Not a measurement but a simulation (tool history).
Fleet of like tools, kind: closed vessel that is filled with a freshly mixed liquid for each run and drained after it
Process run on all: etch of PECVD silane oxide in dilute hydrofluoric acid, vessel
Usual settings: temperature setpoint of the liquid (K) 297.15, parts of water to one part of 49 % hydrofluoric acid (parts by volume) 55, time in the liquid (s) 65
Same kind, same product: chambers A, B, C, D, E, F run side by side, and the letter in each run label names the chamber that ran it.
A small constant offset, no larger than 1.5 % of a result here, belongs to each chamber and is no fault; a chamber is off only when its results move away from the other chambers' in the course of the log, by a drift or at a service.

run     day  temperature setpoint of the liquid (K)  parts of water to one part of 49 % hydrofluoric acid (parts by volume)  time in the liquid (s)  read-back film thickness of the PECVD silane oxide reference wafer, read on the same gauge (nm)  thickness taken off the PECVD silane oxide on a monitor wafer (Å)
        0.1  -- chamber A: hydrofluoric acid flow meter replaced
 1D    0.35                                  297.15                                                                      55                      65                                                                                           139.98                                                             519.89
 2E   0.754                                  297.15                                                                      55                      65                                                                                           139.98                                                             518.16
 3B   1.008                                  297.15                                                                      55                      65                                                                                           139.99                                                             520.95
 4A   1.321                                  297.15                                                                      55                      65                                                                                           139.97                                                             524.03
 5C   1.629                                  297.15                                                                      55                      65                                                                                           139.93                                                             510.45
 6F   1.967                                  297.15                                                                      55                      65                                                                                           140.02                                                             525.76
 7D   2.383                                  297.15                                                                      55                      65                                                                                              140                                                             522.64
 8F   2.717                                  297.15                                                                      55                      65                                                                                           139.99                                                             520.32
 9B   3.138                                  297.15                                                                      55                      65                                                                                           139.99                                                             519.12
10E   3.383                                  297.15                                                                      55                      65                                                                                           139.99                                                             525.07
      3.617  -- chamber B: hydrofluoric acid flow meter replaced
11C   3.617                                  297.15                                                                      30                      45                                                                                           139.99                                                             680.68
12A   3.983                                  297.15                                                                      30                      45                                                                                           140.01                                                             686.42
13E   4.267                                  297.15                                                                      30                      45                                                                                              140                                                             685.14
14B   4.525                                  297.15                                                                      30                      45                                                                                              140                                                             674.36
15D   4.854                                  297.15                                                                      30                      45                                                                                           139.98                                                             679.47
16C   5.062                                  297.15                                                                      30                      45                                                                                           139.97                                                              680.6
17A   5.429                                  297.15                                                                      55                      65                                                                                              140                                                             518.74
18F   5.817                                  297.15                                                                      55                      65                                                                                              140                                                             522.96
19E    6.15                                  297.15                                                                      55                      65                                                                                              140                                                             521.74
20A   6.375                                  297.15                                                                      55                      65                                                                                           140.02                                                              512.3
21C   6.742                                  297.15                                                                      55                      65                                                                                           139.96                                                             518.78
22D   6.988                                  297.15                                                                      55                      65                                                                                           140.01                                                             523.99
23B   7.288                                  297.15                                                                      55                      65                                                                                           140.06                                                             517.71
24F   7.596                                  297.15                                                                      55                      65                                                                                           139.97                                                             515.94
25F   7.817                                  297.15                                                                      55                      65                                                                                              140                                                             524.97
26C   8.242                                  297.15                                                                      55                      65                                                                                              140                                                             521.08
27E   8.479                                  297.15                                                                      55                      65                                                                                           140.05                                                             514.97
28B   8.854                                  297.15                                                                      55                      65                                                                                           139.99                                                             520.22
29D   9.208                                  297.15                                                                      55                      65                                                                                           140.03                                                             521.21
30A   9.633                                  297.15                                                                      55                      65                                                                                           140.04                                                             502.57
31E   9.842                                  297.15                                                                      55                      65                                                                                              140                                                             514.09
32B  10.208                                  297.15                                                                      55                      65                                                                                           139.98                                                             520.55
33C  10.408                                  297.15                                                                      55                      65                                                                                           140.01                                                             522.06
34A  10.704                                  297.15                                                                      55                      65                                                                                           139.97                                                             500.68
35D    11.1                                  297.15                                                                      55                      65                                                                                           139.99                                                             515.88
36F   11.45                                  297.15                                                                      55                      65                                                                                           140.03                                                             526.25
37D  11.896                                  297.15                                                                      55                      65                                                                                           140.02                                                              525.4
38F  12.304                                  297.15                                                                      55                      65                                                                                           140.02                                                             517.35

For the next run the whole fleet of 6 chambers uses the same settings. Give each chamber's results:
39A  12.629                                  297.15                                                                      70                      65                                                                                                                                                                   ?
39B  12.629                                  297.15                                                                      70                      65                                                                                                                                                                   ?
39C  12.629                                  297.15                                                                      70                      65                                                                                                                                                                   ?
39D  12.629                                  297.15                                                                      70                      65                                                                                                                                                                   ?
39E  12.629                                  297.15                                                                      70                      65                                                                                                                                                                   ?
39F  12.629                                  297.15                                                                      70                      65                                                                                                                                                                   ?

run  thickness taken off the PECVD silane oxide on a monitor wafer (Å)
39A                                                             375.54
39B                                                             397.27
39C                                                             398.89
39D                                                             400.22
39E                                                             398.75
39F                                                             403.92
